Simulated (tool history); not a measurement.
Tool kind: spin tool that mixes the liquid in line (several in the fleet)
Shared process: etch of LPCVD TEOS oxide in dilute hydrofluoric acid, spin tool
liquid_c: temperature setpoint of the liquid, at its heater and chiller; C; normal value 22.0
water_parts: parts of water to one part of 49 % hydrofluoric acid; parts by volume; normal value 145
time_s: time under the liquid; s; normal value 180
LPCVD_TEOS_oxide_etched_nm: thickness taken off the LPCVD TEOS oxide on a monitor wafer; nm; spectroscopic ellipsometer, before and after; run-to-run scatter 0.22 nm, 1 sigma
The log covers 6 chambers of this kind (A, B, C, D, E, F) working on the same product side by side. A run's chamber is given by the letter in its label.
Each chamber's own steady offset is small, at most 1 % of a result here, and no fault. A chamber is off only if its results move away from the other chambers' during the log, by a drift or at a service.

run	hour	liquid_c	water_parts	time_s	hours since the thermometer was replaced	hours since the hydrofluoric acid flow meter was replaced	read-back film thickness of the LPCVD TEOS oxide reference wafer, read on the same gauge (nm)	LPCVD_TEOS_oxide_etched_nm
1F	3.1	22.0	145	180	1267.7	666.3	30.006	35.889
2A	7.5	22.0	145	180	401.9	768.3	29.996	36.276
3E	11.7	22.0	145	180	1061.3	123.6	30.003	35.697
4C	15.5	22.0	145	180	1065.4	61.0	29.989	36.114
5B	19.8	22.0	145	180	2261.8	183.3	29.996	35.653
6D	25.4	22.0	145	180	1562.6	1465.0	30.003	35.791
7C	29.6	22.0	145	180	1079.5	75.1	30.007	36.269
8A	32.9	22.0	145	180	427.3	793.7	30.020	36.126
9F	38.0	22.0	145	180	1302.6	701.2	29.989	35.626
10B	41.4	22.0	145	180	2283.4	204.9	30.033	36.066
11E	48.1	22.0	145	180	1097.7	160.0	30.018	36.333
12D	51.1	22.0	145	180	1588.3	1490.7	29.985	35.977
13C	56.5	22.0	215	180	1106.4	102.0	30.016	22.744
14D	61.9	22.0	215	180	1599.1	1501.5	29.971	22.753
15A	68.2	22.0	215	180	462.6	829.0	30.000	22.711
16F	73.5	22.0	215	180	1338.1	736.7	29.990	22.393
17E	79.9	22.0	215	180	1129.5	191.8	30.005	22.535
18B	84.4	22.0	215	180	2326.4	247.9	30.014	22.950
19A	88.5	22.0	145	180	482.9	849.3	30.011	36.301
20F	93.9	22.0	145	180	1358.5	757.1	29.994	36.167
21C	97.0	22.0	145	180	1146.9	142.5	30.010	36.428
22B	101.9	22.0	145	180	2343.9	265.4	29.988	36.800
23D	108.6	22.0	145	180	1645.8	1548.2	29.994	35.640
24E	112.6	17.5	145	180	1162.2	224.5	29.975	30.272
25E	116.2	17.5	145	180	1165.8	228.1	30.022	30.204
26D	120.1	17.5	145	180	1657.3	1559.7	29.991	29.810
27C	126.1	17.5	145	180	1176.0	171.6	30.006	30.286
28A	131.8	17.5	145	180	526.2	892.6	29.989	29.987
29F	137.8	17.5	145	180	1402.4	801.0	29.992	30.287
30B	140.9	22.0	145	180	2382.9	304.4	29.990	37.763
31B	146.2	22.0	145	180	2388.2	309.7	29.989	37.732
32C	150.5	22.0	145	180	1200.4	196.0	29.991	36.054
33E	154.7	22.0	145	180	1204.3	266.6	30.020	36.443
34F	159.8	22.0	145	180	1424.4	823.0	30.007	35.910
35A	165.1	22.0	200	225	559.5	925.9	30.013	31.049
36D	171.7	22.0	200	225	1708.9	1611.3	29.996	30.820

Next, every chamber runs the same settings. What will each give?
37A	176.5	19.0	145	180				?
37B	176.5	19.0	145	180				?
37C	176.5	19.0	145	180				?
37D	176.5	19.0	145	180				?
37E	176.5	19.0	145	180				?
37F	176.5	19.0	145	180				?

run	LPCVD_TEOS_oxide_etched_nm
37A	32.312
37B	33.805
37C	31.899
37D	32.089
37E	31.737
37F	31.821

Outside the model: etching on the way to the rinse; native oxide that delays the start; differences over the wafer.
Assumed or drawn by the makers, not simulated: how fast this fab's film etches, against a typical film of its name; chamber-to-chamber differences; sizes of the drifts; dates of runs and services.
